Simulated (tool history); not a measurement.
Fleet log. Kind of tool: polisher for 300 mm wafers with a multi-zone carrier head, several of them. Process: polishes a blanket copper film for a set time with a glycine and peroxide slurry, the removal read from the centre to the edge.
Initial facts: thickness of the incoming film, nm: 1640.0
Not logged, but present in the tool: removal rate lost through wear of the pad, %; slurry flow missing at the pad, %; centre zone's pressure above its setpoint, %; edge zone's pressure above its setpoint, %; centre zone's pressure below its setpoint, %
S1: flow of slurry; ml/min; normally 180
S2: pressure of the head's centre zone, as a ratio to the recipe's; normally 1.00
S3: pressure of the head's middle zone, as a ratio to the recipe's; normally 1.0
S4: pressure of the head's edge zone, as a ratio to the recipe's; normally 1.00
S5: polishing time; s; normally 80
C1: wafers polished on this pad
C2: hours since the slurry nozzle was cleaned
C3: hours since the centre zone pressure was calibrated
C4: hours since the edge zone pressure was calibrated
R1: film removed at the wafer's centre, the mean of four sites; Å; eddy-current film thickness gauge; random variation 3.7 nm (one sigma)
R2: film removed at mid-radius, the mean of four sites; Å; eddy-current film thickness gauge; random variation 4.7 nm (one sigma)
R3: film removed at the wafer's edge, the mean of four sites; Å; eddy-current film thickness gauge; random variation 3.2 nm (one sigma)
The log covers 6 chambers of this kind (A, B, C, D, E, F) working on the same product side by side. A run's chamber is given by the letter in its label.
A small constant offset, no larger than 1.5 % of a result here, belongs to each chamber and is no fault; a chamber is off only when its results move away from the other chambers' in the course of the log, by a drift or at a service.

{"hour": 4.2, "done": "chamber A: worn pad replaced by a new one"}
{"run": "1F", "hour": 9.4, "S1": 180, "S2": 1.0, "S3": 1.0, "S4": 1.0, "S5": 80, "C1": 89, "C2": 269.5, "C3": 986.5, "C4": 378.5, "R1": 5318.4, "R2": 5234.7, "R3": 5315.1}
{"run": "2B", "hour": 20.4, "S1": 180, "S2": 1.0, "S3": 1.0, "S4": 1.0, "S5": 80, "C1": 1075, "C2": 138.5, "C3": 441.0, "C4": 171.6, "R1": 5371.1, "R2": 5223.3, "R3": 5338.4}
{"hour": 21.6, "done": "chamber E: centre zone pressure recalibrated"}
{"run": "3A", "hour": 32.6, "S1": 180, "S2": 1.0, "S3": 1.0, "S4": 1.0, "S5": 80, "C1": 174, "C2": 163.3, "C3": 548.6, "C4": 680.7, "R1": 5199.7, "R2": 5263.8, "R3": 5314.8}
{"run": "4E", "hour": 41.5, "S1": 180, "S2": 1.0, "S3": 1.0, "S4": 1.0, "S5": 80, "C1": 1014, "C2": 635.6, "C3": 19.9, "C4": 478.0, "R1": 5299.1, "R2": 5265.4, "R3": 5288.1}
{"hour": 42.7, "done": "chamber E: edge zone pressure recalibrated"}
{"hour": 43.7, "done": "chamber B: worn pad replaced by a new one"}
{"hour": 45.0, "done": "chamber D: worn pad replaced by a new one"}
{"run": "5C", "hour": 52.2, "S1": 210, "S2": 1.0, "S3": 1.0, "S4": 1.0, "S5": 90, "C1": 524, "C2": 152.3, "C3": 216.5, "C4": 330.9, "R1": 6045.6, "R2": 6106.8, "R3": 5981.3}
{"run": "6D", "hour": 62.0, "S1": 210, "S2": 1.0, "S3": 1.0, "S4": 1.0, "S5": 90, "C1": 104, "C2": 83.1, "C3": 346.7, "C4": 199.5, "R1": 6032.3, "R2": 6160.9, "R3": 6021.0}
{"hour": 64.5, "done": "chamber C: worn pad replaced by a new one"}
{"hour": 66.8, "done": "chamber E: worn pad replaced by a new one"}
{"run": "7D", "hour": 74.4, "S1": 210, "S2": 1.0, "S3": 1.0, "S4": 1.0, "S5": 90, "C1": 180, "C2": 95.5, "C3": 359.1, "C4": 211.9, "R1": 5995.4, "R2": 6101.4, "R3": 6039.1}
{"hour": 79.4, "done": "chamber C: edge zone pressure recalibrated"}
{"run": "8A", "hour": 82.4, "S1": 210, "S2": 1.0, "S3": 1.0, "S4": 1.0, "S5": 90, "C1": 479, "C2": 213.1, "C3": 598.4, "C4": 730.5, "R1": 5968.8, "R2": 6027.9, "R3": 5996.3}
{"hour": 92.3, "done": "chamber A: slurry nozzle cleaned"}
{"run": "9E", "hour": 94.7, "S1": 210, "S2": 1.0, "S3": 1.0, "S4": 1.0, "S5": 90, "C1": 171, "C2": 688.8, "C3": 73.1, "C4": 52.0, "R1": 6068.9, "R2": 6054.5, "R3": 6031.2}
{"hour": 95.0, "done": "chamber E: slurry nozzle cleaned"}
{"run": "10C", "hour": 107.2, "S1": 210, "S2": 1.0, "S3": 1.0, "S4": 1.0, "S5": 90, "C1": 261, "C2": 207.3, "C3": 271.5, "C4": 27.9, "R1": 6087.7, "R2": 6038.8, "R3": 5984.2}
{"run": "11F", "hour": 114.4, "S1": 180, "S2": 1.0, "S3": 1.0, "S4": 1.0, "S5": 80, "C1": 732, "C2": 374.5, "C3": 1091.5, "C4": 483.5, "R1": 5320.9, "R2": 5208.3, "R3": 5306.3}
{"run": "12B", "hour": 124.3, "S1": 180, "S2": 1.0, "S3": 1.0, "S4": 1.0, "S5": 80, "C1": 493, "C2": 242.4, "C3": 544.9, "C4": 275.5, "R1": 5243.0, "R2": 5221.2, "R3": 5282.5}
{"hour": 127.6, "done": "chamber A: worn pad replaced by a new one"}
{"run": "13A", "hour": 133.7, "S1": 180, "S2": 1.0, "S3": 1.1, "S4": 1.06, "S5": 80, "C1": 37, "C2": 41.4, "C3": 649.7, "C4": 781.8, "R1": 5228.9, "R2": 5721.7, "R3": 5401.3}
{"hour": 137.7, "done": "chamber D: worn pad replaced by a new one"}
{"run": "14F", "hour": 144.9, "S1": 180, "S2": 1.0, "S3": 1.1, "S4": 1.06, "S5": 80, "C1": 919, "C2": 405.0, "C3": 1122.0, "C4": 514.0, "R1": 5257.4, "R2": 5722.4, "R3": 5514.1}
{"hour": 150.4, "done": "chamber F: worn pad replaced by a new one"}
{"run": "15E", "hour": 151.9, "S1": 180, "S2": 1.0, "S3": 1.1, "S4": 1.06, "S5": 80, "C1": 521, "C2": 56.9, "C3": 130.3, "C4": 109.2, "R1": 5285.5, "R2": 5855.9, "R3": 5432.8}
{"run": "16D", "hour": 161.8, "S1": 180, "S2": 1.0, "S3": 1.1, "S4": 1.06, "S5": 80, "C1": 147, "C2": 182.9, "C3": 446.5, "C4": 299.3, "R1": 5325.8, "R2": 5783.6, "R3": 5386.3}
{"run": "17C", "hour": 169.5, "S1": 180, "S2": 1.0, "S3": 1.1, "S4": 1.06, "S5": 80, "C1": 642, "C2": 269.6, "C3": 333.8, "C4": 90.2, "R1": 5316.2, "R2": 5775.3, "R3": 5422.3}
{"hour": 175.3, "done": "chamber C: slurry nozzle cleaned"}
{"run": "18B", "hour": 181.7, "S1": 180, "S2": 1.0, "S3": 1.1, "S4": 1.06, "S5": 80, "C1": 844, "C2": 299.8, "C3": 602.3, "C4": 332.9, "R1": 5289.9, "R2": 5767.2, "R3": 5375.2}
{"hour": 183.6, "done": "chamber C: worn pad replaced by a new one"}
{"run": "19B", "hour": 194.1, "S1": 180, "S2": 1.0, "S3": 1.0, "S4": 1.0, "S5": 80, "C1": 920, "C2": 312.2, "C3": 614.7, "C4": 345.3, "R1": 5235.6, "R2": 5305.0, "R3": 5247.3}
{"hour": 198.5, "done": "chamber A: edge zone pressure recalibrated"}
{"run": "20F", "hour": 200.3, "S1": 180, "S2": 1.0, "S3": 1.0, "S4": 1.0, "S5": 80, "C1": 305, "C2": 460.4, "C3": 1177.4, "C4": 569.4, "R1": 5339.3, "R2": 5254.1, "R3": 5269.7}
{"run": "21D", "hour": 208.8, "S1": 180, "S2": 1.0, "S3": 1.0, "S4": 1.0, "S5": 80, "C1": 435, "C2": 229.9, "C3": 493.5, "C4": 346.3, "R1": 5343.5, "R2": 5286.8, "R3": 5220.3}
{"hour": 215.0, "done": "chamber B: worn pad replaced by a new one"}
{"run": "22E", "hour": 217.1, "S1": 180, "S2": 1.0, "S3": 1.0, "S4": 1.0, "S5": 80, "C1": 920, "C2": 122.1, "C3": 195.5, "C4": 174.4, "R1": 5247.1, "R2": 5214.4, "R3": 5243.5}
{"run": "23C", "hour": 223.4, "S1": 180, "S2": 0.91, "S3": 1.0, "S4": 1.0, "S5": 55, "C1": 244, "C2": 48.1, "C3": 387.7, "C4": 144.1, "R1": 3288.4, "R2": 3602.6, "R3": 3567.5}
{"run": "24A", "hour": 229.9, "S1": 180, "S2": 0.91, "S3": 1.0, "S4": 1.0, "S5": 55, "C1": 626, "C2": 137.6, "C3": 745.9, "C4": 31.5, "R1": 3228.9, "R2": 3649.7, "R3": 3620.0}
{"hour": 238.1, "done": "chamber D: worn pad replaced by a new one"}
{"run": "25B", "hour": 239.3, "S1": 180, "S2": 0.91, "S3": 1.0, "S4": 1.0, "S5": 55, "C1": 149, "C2": 357.4, "C3": 659.9, "C4": 390.5, "R1": 3294.8, "R2": 3644.7, "R3": 3628.2}
{"run": "26A", "hour": 251.3, "S1": 180, "S2": 0.91, "S3": 1.0, "S4": 1.0, "S5": 55, "C1": 757, "C2": 159.0, "C3": 767.3, "C4": 52.9, "R1": 3235.9, "R2": 3656.7, "R3": 3595.3}
{"hour": 255.0, "done": "chamber E: worn pad replaced by a new one"}
{"run": "27D", "hour": 260.3, "S1": 180, "S2": 0.91, "S3": 1.0, "S4": 1.0, "S5": 55, "C1": 136, "C2": 281.4, "C3": 545.0, "C4": 397.8, "R1": 3231.3, "R2": 3637.4, "R3": 3623.8}
{"hour": 260.6, "done": "chamber F: centre zone pressure recalibrated"}
{"run": "28E", "hour": 267.6, "S1": 180, "S2": 0.91, "S3": 1.0, "S4": 1.0, "S5": 55, "C1": 77, "C2": 172.6, "C3": 246.0, "C4": 224.9, "R1": 3267.6, "R2": 3579.3, "R3": 3638.2}
{"hour": 269.0, "done": "chamber C: centre zone pressure recalibrated"}
{"hour": 269.0, "done": "chamber A: worn pad replaced by a new one"}
{"run": "29C", "hour": 274.3, "S1": 180, "S2": 1.0, "S3": 1.0, "S4": 1.0, "S5": 80, "C1": 555, "C2": 99.0, "C3": 5.3, "C4": 195.0, "R1": 5338.4, "R2": 5352.0, "R3": 5233.6}
{"hour": 283.2, "done": "chamber F: worn pad replaced by a new one"}
{"run": "30F", "hour": 284.2, "S1": 180, "S2": 1.0, "S3": 1.0, "S4": 1.0, "S5": 80, "C1": 6, "C2": 544.3, "C3": 23.6, "C4": 653.3, "R1": 5112.4, "R2": 5284.1, "R3": 5318.7}
{"run": "31B", "hour": 292.1, "S1": 180, "S2": 1.0, "S3": 1.0, "S4": 1.0, "S5": 80, "C1": 472, "C2": 410.2, "C3": 712.7, "C4": 443.3, "R1": 5224.6, "R2": 5194.1, "R3": 5281.3}
{"hour": 294.6, "done": "chamber C: worn pad replaced by a new one"}
{"run": "32F", "hour": 303.6, "S1": 180, "S2": 1.0, "S3": 1.0, "S4": 1.0, "S5": 80, "C1": 125, "C2": 563.7, "C3": 43.0, "C4": 672.7, "R1": 5012.9, "R2": 5233.7, "R3": 5310.6}
{"hour": 307.7, "done": "chamber F: edge zone pressure recalibrated"}
{"hour": 311.0, "done": "chamber B: centre zone pressure recalibrated"}
{"hour": 312.7, "done": "chamber A: slurry nozzle cleaned"}
{"run": "33D", "hour": 314.2, "S1": 180, "S2": 1.0, "S3": 1.0, "S4": 1.0, "S5": 80, "C1": 465, "C2": 335.3, "C3": 598.9, "C4": 451.7, "R1": 5285.5, "R2": 5320.9, "R3": 5262.2}
{"hour": 315.6, "done": "chamber A: centre zone pressure recalibrated"}
{"run": "34A", "hour": 325.5, "S1": 180, "S2": 1.0, "S3": 1.0, "S4": 1.0, "S5": 80, "C1": 346, "C2": 12.8, "C3": 9.9, "C4": 127.1, "R1": 5230.9, "R2": 5282.1, "R3": 5313.9}
{"hour": 335.1, "done": "chamber F: slurry nozzle cleaned"}
{"run": "35E", "hour": 337.0, "S1": 180, "S2": 1.0, "S3": 1.0, "S4": 1.0, "S5": 80, "C1": 502, "C2": 242.0, "C3": 315.4, "C4": 294.3, "R1": 5275.5, "R2": 5272.7, "R3": 5299.7}
{"run": "36C", "hour": 348.9, "S1": 215, "S2": 1.0, "S3": 1.0, "S4": 0.89, "S5": 80, "C1": 332, "C2": 173.6, "C3": 79.9, "C4": 269.6, "R1": 5446.9, "R2": 5454.9, "R3": 4990.7}
{"run": "37B", "hour": 361.2, "S1": 215, "S2": 1.0, "S3": 1.0, "S4": 0.89, "S5": 80, "C1": 895, "C2": 479.3, "C3": 50.3, "C4": 512.4, "R1": 5398.2, "R2": 5405.5, "R3": 5063.3}
{"run": "38F", "hour": 370.4, "S1": 215, "S2": 1.0, "S3": 1.0, "S4": 0.89, "S5": 80, "C1": 534, "C2": 35.3, "C3": 109.8, "C4": 62.7, "R1": 5193.4, "R2": 5384.0, "R3": 5093.9}
{"run": "39C", "hour": 379.3, "S1": 215, "S2": 1.0, "S3": 1.0, "S4": 0.89, "S5": 80, "C1": 518, "C2": 204.0, "C3": 110.3, "C4": 300.0, "R1": 5429.1, "R2": 5428.7, "R3": 5072.1}
{"hour": 384.5, "done": "chamber A: worn pad replaced by a new one"}
{"run": "40E", "hour": 392.2, "S1": 215, "S2": 1.0, "S3": 1.0, "S4": 0.89, "S5": 80, "C1": 840, "C2": 297.2, "C3": 370.6, "C4": 349.5, "R1": 5450.2, "R2": 5364.5, "R3": 5041.2}
{"run": "41A", "hour": 402.6, "S1": 215, "S2": 1.0, "S3": 1.0, "S4": 0.89, "S5": 80, "C1": 111, "C2": 89.9, "C3": 87.0, "C4": 204.2, "R1": 5333.6, "R2": 5438.8, "R3": 5072.9}

Each of the 6 chambers runs these same settings next. Fill in every chamber's results:
{"run": "42A", "hour": 412.1, "S1": 160, "S2": 1.0, "S3": 1.0, "S4": 1.0, "S5": 80, "R1": "?", "R2": "?", "R3": "?"}
{"run": "42B", "hour": 412.1, "S1": 160, "S2": 1.0, "S3": 1.0, "S4": 1.0, "S5": 80, "R1": "?", "R2": "?", "R3": "?"}
{"run": "42C", "hour": 412.1, "S1": 160, "S2": 1.0, "S3": 1.0, "S4": 1.0, "S5": 80, "R1": "?", "R2": "?", "R3": "?"}
{"run": "42D", "hour": 412.1, "S1": 160, "S2": 1.0, "S3": 1.0, "S4": 1.0, "S5": 80, "R1": "?", "R2": "?", "R3": "?"}
{"run": "42E", "hour": 412.1, "S1": 160, "S2": 1.0, "S3": 1.0, "S4": 1.0, "S5": 80, "R1": "?", "R2": "?", "R3": "?"}
{"run": "42F", "hour": 412.1, "S1": 160, "S2": 1.0, "S3": 1.0, "S4": 1.0, "S5": 80, "R1": "?", "R2": "?", "R3": "?"}

run=42A R1=5112.2 R2=5169.9 R3=5204.2
run=42B R1=5146.9 R2=5098.3 R3=5195.8
run=42C R1=5150.8 R2=5127.0 R3=5160.9
run=42D R1=5191.0 R2=5223.4 R3=5202.5
run=42E R1=5182.8 R2=5233.3 R3=5171.1
run=42F R1=4975.0 R2=5173.3 R3=5202.5
